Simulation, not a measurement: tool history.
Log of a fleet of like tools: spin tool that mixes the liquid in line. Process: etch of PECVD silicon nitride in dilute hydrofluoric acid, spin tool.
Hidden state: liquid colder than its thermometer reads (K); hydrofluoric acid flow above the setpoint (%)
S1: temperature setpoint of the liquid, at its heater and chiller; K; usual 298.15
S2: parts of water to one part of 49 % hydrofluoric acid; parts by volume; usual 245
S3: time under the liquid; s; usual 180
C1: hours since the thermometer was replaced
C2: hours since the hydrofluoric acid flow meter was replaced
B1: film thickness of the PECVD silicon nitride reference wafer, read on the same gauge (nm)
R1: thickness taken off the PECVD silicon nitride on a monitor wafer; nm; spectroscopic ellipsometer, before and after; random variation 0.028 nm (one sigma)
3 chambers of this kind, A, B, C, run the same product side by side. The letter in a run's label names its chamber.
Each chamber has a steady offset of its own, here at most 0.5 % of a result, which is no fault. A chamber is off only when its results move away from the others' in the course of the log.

run	hour	S1	S2	S3	C1	C2	B1	R1
1C	4.6	298.15	245	180	371.9	782.8	89.998	4.4509
2B	7.5	298.15	245	180	874.8	832.3	89.982	4.4384
3A	10.2	298.15	245	180	2700.0	1594.2	90.008	4.4807
4C	14.1	298.15	245	180	381.4	792.3	89.971	4.4433
5A	17.3	302.65	330	180	2707.1	1601.3	90.009	4.3455
6B	20.6	302.65	330	180	887.9	845.4	89.997	4.3172
7A	24.8	302.65	330	180	2714.6	1608.8	89.984	4.3659
8B	28.9	298.15	245	180	896.2	853.7	90.006	4.5121
# hour 30.5: chamber B: thermometer replaced
9C	32.6	298.15	245	180	399.9	810.8	89.980	4.4149
10C	36.1	298.15	190	130	403.4	814.3	90.005	4.1413
11B	40.9	298.15	190	130	10.5	865.7	90.036	4.2173
12A	45.3	298.15	190	130	2735.1	1629.3	89.988	4.1643
13A	48.8	298.15	245	180	2738.6	1632.8	90.016	4.5070
14B	52.7	298.15	245	180	22.3	877.5	90.024	4.5663
15C	56.1	298.15	245	180	423.4	834.3	90.009	4.4597
16C	60.9	296.15	295	180	428.2	839.1	89.956	3.3007
17B	64.9	296.15	295	180	34.5	889.7	89.988	3.3647
18A	68.2	296.15	295	180	2758.0	1652.2	89.996	3.3155
19C	73.1	298.15	245	180	440.4	851.3	89.990	4.5026
20A	75.9	295.65	245	180	2765.7	1659.9	90.030	3.7839
21B	78.8	295.65	245	180	48.4	903.6	89.984	4.0050
22A	81.5	295.65	245	180	2771.3	1665.5	90.004	3.8000
23C	84.9	298.15	355	275	452.2	863.1	90.021	4.6565
24B	89.3	298.15	355	275	58.9	914.1	90.034	4.9246
25C	93.1	298.15	355	275	460.4	871.3	89.997	4.6668
26B	97.9	298.15	245	230	67.5	922.7	90.050	6.0789
27A	102.9	298.15	245	230	2792.7	1686.9	90.030	5.7482
28A	107.9	298.15	245	230	2797.7	1691.9	90.013	5.7568
29C	112.0	298.15	245	180	479.3	890.2	90.018	4.4850
30B	115.0	298.15	245	180	84.6	939.8	89.985	4.7919
31A	119.7	298.15	245	180	2809.5	1703.7	89.987	4.4658
32C	122.3	298.15	245	180	489.6	900.5	89.993	4.4921
33B	125.9	298.15	245	180	95.5	950.7	90.018	4.8154
34A	131.1	298.15	245	180	2820.9	1715.1	90.013	4.4461

Next, every chamber runs the same settings. What will each give?
35A	134.8	295.15	245	180				?
35B	134.8	295.15	245	180				?
35C	134.8	295.15	245	180				?

run	R1
35A	3.7500
35B	4.0711
35C	3.6823
